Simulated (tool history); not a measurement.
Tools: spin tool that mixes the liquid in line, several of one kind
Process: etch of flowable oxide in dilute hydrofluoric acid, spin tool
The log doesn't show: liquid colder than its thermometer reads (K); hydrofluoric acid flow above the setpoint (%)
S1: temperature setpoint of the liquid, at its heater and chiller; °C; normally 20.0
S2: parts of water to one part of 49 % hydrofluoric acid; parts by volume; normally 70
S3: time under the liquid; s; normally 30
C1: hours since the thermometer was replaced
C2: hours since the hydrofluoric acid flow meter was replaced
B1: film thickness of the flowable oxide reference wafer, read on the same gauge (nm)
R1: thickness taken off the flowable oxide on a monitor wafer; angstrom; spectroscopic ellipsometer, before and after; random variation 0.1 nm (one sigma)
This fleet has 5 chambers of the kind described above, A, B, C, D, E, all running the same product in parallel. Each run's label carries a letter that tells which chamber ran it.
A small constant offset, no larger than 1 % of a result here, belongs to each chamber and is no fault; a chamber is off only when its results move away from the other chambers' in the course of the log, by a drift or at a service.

run,hour,S1,S2,S3,C1,C2,B1,R1
1D,6.2,20.0,70,30,397.4,1937.0,140.00,144.330
2E,10.7,20.0,70,30,12.0,327.9,140.00,142.190
3C,14.7,20.0,70,30,983.9,188.1,140.03,144.130
4B,18.7,20.0,70,30,291.8,125.6,140.00,142.200
5A,25.7,20.0,70,30,1900.2,1880.1,139.99,144.390
6B,31.2,20.0,70,30,304.3,138.1,140.02,142.070
7C,36.0,20.0,70,30,1005.2,209.4,139.98,140.950
8A,42.6,20.0,70,30,1917.1,1897.0,140.01,143.170
9E,46.3,20.0,70,30,47.6,363.5,139.98,143.650
10D,52.3,20.0,70,30,443.5,1983.1,140.00,142.990
11B,57.5,17.0,70,20,330.6,164.4,139.99,83.063
12C,62.8,17.0,70,20,1032.0,236.2,140.02,83.343
13A,69.4,17.0,70,20,1943.9,1923.8,140.00,83.522
# hour 70.9: chamber A: hydrofluoric acid flow meter replaced
14D,73.6,17.0,70,20,464.8,2004.4,139.97,84.830
15E,77.2,17.0,70,20,78.5,394.4,140.00,83.988
16B,84.3,23.0,70,30,357.4,191.2,140.02,159.630
17C,91.7,23.0,70,30,1060.9,265.1,140.03,160.440
18E,97.8,23.0,70,30,99.1,415.0,139.98,161.050
19D,103.9,23.0,70,30,495.1,2034.7,140.02,164.080
20A,108.1,23.0,70,30,1982.6,37.2,140.01,165.360
# hour 114.2: chamber D: hydrofluoric acid flow meter replaced
21B,115.4,20.0,70,30,388.5,222.3,140.02,141.060
22C,120.2,20.0,70,30,1089.4,293.6,140.00,141.160
23A,127.5,20.0,70,30,2002.0,56.6,140.00,143.400
24D,133.2,20.0,70,30,524.4,19.0,139.98,145.280
25E,139.9,20.0,70,30,141.2,457.1,140.00,143.160
26A,146.1,20.0,70,30,2020.6,75.2,140.02,142.060
27C,153.7,20.0,70,30,1122.9,327.1,139.98,142.860
28E,158.1,20.0,70,30,159.4,475.3,140.01,141.910
29D,164.9,20.0,70,30,556.1,50.7,140.02,145.550
30B,168.4,18.5,70,30,441.5,275.3,140.01,132.460
# hour 170.5: chamber C: thermometer replaced
31E,174.8,18.5,70,30,176.1,492.0,140.00,132.840
32D,180.7,18.5,70,30,571.9,66.5,140.01,135.010
33C,187.2,18.5,70,30,16.7,360.6,139.99,133.390
34B,191.7,18.5,70,30,464.8,298.6,140.00,134.000
35A,196.4,20.0,70,30,2070.9,125.5,139.99,144.820
36A,202.8,20.0,70,30,2077.3,131.9,139.99,143.210
37E,207.8,20.0,70,30,209.1,525.0,139.98,142.510
38C,214.2,20.0,70,30,43.7,387.6,139.98,142.980
39B,220.1,20.0,100,15,493.2,327.0,139.99,47.774
40D,226.2,20.0,100,15,617.4,112.0,140.01,48.595

All 5 chambers run these settings next. Forecast each chamber's results:
41A,231.9,20.0,70,45,,,,?
41B,231.9,20.0,70,45,,,,?
41C,231.9,20.0,70,45,,,,?
41D,231.9,20.0,70,45,,,,?
41E,231.9,20.0,70,45,,,,?

run,R1
41A,219.210
41B,215.480
41C,211.930
41D,216.950
41E,212.430
